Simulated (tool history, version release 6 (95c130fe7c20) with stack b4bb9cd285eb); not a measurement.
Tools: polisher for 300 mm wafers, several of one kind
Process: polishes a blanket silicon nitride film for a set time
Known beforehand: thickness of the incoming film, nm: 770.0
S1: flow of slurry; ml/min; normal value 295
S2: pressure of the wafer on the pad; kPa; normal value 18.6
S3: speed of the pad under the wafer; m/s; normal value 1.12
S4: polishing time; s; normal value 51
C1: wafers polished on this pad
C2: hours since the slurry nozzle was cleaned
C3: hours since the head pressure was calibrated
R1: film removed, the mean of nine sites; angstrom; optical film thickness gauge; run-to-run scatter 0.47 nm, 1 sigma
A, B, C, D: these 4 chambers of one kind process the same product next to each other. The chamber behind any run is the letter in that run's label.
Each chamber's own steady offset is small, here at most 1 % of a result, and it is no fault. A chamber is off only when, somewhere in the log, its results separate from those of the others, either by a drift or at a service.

run	day	S1	S2	S3	S4	C1	C2	C3	R1
# day 0.029: chamber B: worn pad replaced by a new one
1D	0.25	295	18.6	1.12	51	232	278	1218	619.5
2B	0.425	295	18.6	1.12	51	64	135.8	24.9	620.14
3C	0.633	295	18.6	1.12	51	458	81.5	27.6	615.1
4A	0.846	295	18.6	1.12	51	523	208.7	609.3	618.2
5C	1.058	295	18.6	1.12	51	527	91.7	37.8	610.73
6A	1.412	295	18.6	1.12	51	616	222.3	622.9	622.72
7B	1.779	295	18.6	1.12	51	285	168.3	57.4	625.55
8D	1.954	295	18.6	1.12	51	510	318.9	1258.9	626.63
9A	2.3	295	18.6	1.12	51	760	243.6	644.2	626.28
# day 2.521: chamber B: slurry nozzle cleaned
10C	2.642	295	18.6	1.12	51	785	129.7	75.8	607.39
11B	2.833	295	18.6	1.32	51	457	7.5	82.7	707.28
# day 2.975: chamber D: slurry nozzle cleaned
# day 3.133: chamber D: worn pad replaced by a new one
12D	3.204	295	18.6	1.32	51	11	5.6	1288.9	714.21
13C	3.454	295	18.6	1.32	51	917	149.2	95.3	691.24
14D	3.725	295	18.6	1.32	51	96	18.1	1301.4	711.27
15B	4.092	295	18.6	1.12	51	662	37.7	112.9	618.01
16A	4.288	295	18.6	1.12	51	1084	291.3	691.9	626.76
17C	4.638	295	18.6	1.44	66	1110	177.6	123.7	956.05
18A	4.938	295	18.6	1.44	66	1190	306.9	707.5	984.15
19D	5.2	295	18.6	1.44	66	337	53.5	1336.8	987.48
# day 5.362: chamber A: worn pad replaced by a new one
20B	5.458	295	18.6	1.44	66	885	70.5	145.7	967.81
21A	5.762	295	18.6	1.12	51	65	326.7	727.3	627.34
22D	6.046	295	18.6	1.12	51	475	73.8	1357.1	614.76
23C	6.338	295	18.6	1.12	51	1387	218.4	164.5	598.43
24B	6.7	295	18.6	1.12	51	1087	100.3	175.5	617.93
25D	6.938	295	18.6	1.12	51	620	95.2	1378.5	627.85
26B	7.204	295	18.6	1.12	51	1169	112.4	187.6	611.08
# day 7.429: chamber D: worn pad replaced by a new one
# day 7.45: chamber B: worn pad replaced by a new one
27C	7.55	295	18.6	1.12	51	1585	247.5	193.6	590.72
28A	7.829	295	18.6	1.12	51	402	376.3	776.9	616.99
29D	8.088	295	18.6	1.12	51	107	122.8	1406.1	629.31
30B	8.4	295	18.6	1.12	51	155	141.1	216.3	612.44

Which is it: a chamber that has drifted or been left off by a service, a gauge drift common to all chambers, or only each chamber's usual small offset? If a chamber is off, name it and its likeliest cause.

It is chamber C that slowly wanders off from its peers.
Most likely cause: removal rate lost through wear of the pad, % = 5.11.
The log may not separate it from: slurry flow missing at the pad, %; head's pressure below its setpoint, %.

Here are 4 candidates for chamber C's next run, each the usual settings with a change, their results left as question marks. Which one brings its results back in line with what the others give on the usual settings?
In line means no further than this from the other chambers' mean on the usual settings: R1 17 angstrom
31C-1	8.683	335	18.6	1.12	51				?
31C-2	8.683	295	18.6	1.1	51				?
31C-3	8.683	295	17.9	1.08	51				?
31C-4	8.683	295	18.6	1.12	54				?

Usual-settings mean across the other chambers: R1 620.66 angstrom
run	R1
31C-1	590.03
31C-2	575.01
31C-3	545.56
31C-4	617.74
Change 31C-4 lands the chamber within the allowed miss of the other chambers.
